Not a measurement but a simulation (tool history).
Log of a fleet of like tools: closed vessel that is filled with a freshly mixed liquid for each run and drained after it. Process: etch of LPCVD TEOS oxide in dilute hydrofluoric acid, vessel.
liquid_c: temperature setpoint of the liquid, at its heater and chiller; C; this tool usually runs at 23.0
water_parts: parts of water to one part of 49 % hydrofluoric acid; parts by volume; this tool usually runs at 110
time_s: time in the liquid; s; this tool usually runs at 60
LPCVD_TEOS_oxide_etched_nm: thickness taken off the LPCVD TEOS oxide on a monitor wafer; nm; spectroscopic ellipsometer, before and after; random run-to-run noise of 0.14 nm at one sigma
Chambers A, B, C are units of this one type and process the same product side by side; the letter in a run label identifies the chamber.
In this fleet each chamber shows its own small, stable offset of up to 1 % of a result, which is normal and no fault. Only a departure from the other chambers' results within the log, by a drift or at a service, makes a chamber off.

run,hour,liquid_c,water_parts,time_s,hours since the thermometer was replaced,hours since the hydrofluoric acid flow meter was replaced,"read-back film thickness of the LPCVD TEOS oxide reference wafer, read on the same gauge (nm)",LPCVD_TEOS_oxide_etched_nm
1A,7.0,23.0,110,60,1346.6,218.8,110.00,25.213
2B,13.8,23.0,110,60,721.7,62.9,110.01,25.286
3C,21.9,23.0,110,60,1380.9,1197.0,110.00,25.122
4A,33.0,23.0,110,60,1372.6,244.8,110.00,24.912
5B,42.7,23.0,110,60,750.6,91.8,109.99,25.238
6C,51.4,23.0,85,60,1410.4,1226.5,109.99,33.649
7A,62.0,23.0,85,60,1401.6,273.8,109.98,33.708
8B,75.1,23.0,85,60,783.0,124.2,110.00,33.962
9C,87.4,21.0,110,60,1446.4,1262.5,109.98,23.254
10A,95.3,21.0,110,60,1434.9,307.1,110.02,23.203
11C,101.8,21.0,110,60,1460.8,1276.9,109.98,23.459
12B,112.6,23.0,110,60,820.5,161.7,110.01,25.163
13B,119.9,23.0,110,60,827.8,169.0,110.00,25.502
14C,127.5,23.0,110,60,1486.5,1302.6,110.01,25.306
15A,134.2,23.0,110,60,1473.8,346.0,109.99,25.052
16A,144.1,23.0,110,60,1483.7,355.9,110.01,25.015
17C,153.5,23.0,110,60,1512.5,1328.6,109.99,25.232
18B,160.7,23.0,110,60,868.6,209.8,109.99,25.359
19C,169.4,23.0,110,60,1528.4,1344.5,110.01,25.167
20B,181.8,23.0,110,60,889.7,230.9,110.01,25.612
# hour 186.4: chamber A: thermometer replaced
21A,192.6,23.0,110,60,6.3,404.4,109.98,25.014
22B,204.4,23.0,110,60,912.3,253.5,110.00,25.343
23C,216.9,23.0,110,60,1575.9,1392.0,110.00,25.118
24A,228.7,20.5,110,85,42.4,440.5,110.00,32.117

What goes on in this fleet: one chamber off, a drifting gauge, or nothing beyond the chambers' own small offsets? Name the chamber and the cause, if any.

Nothing is wrong: each chamber keeps only its own small, steady offset and the gauge holds still.

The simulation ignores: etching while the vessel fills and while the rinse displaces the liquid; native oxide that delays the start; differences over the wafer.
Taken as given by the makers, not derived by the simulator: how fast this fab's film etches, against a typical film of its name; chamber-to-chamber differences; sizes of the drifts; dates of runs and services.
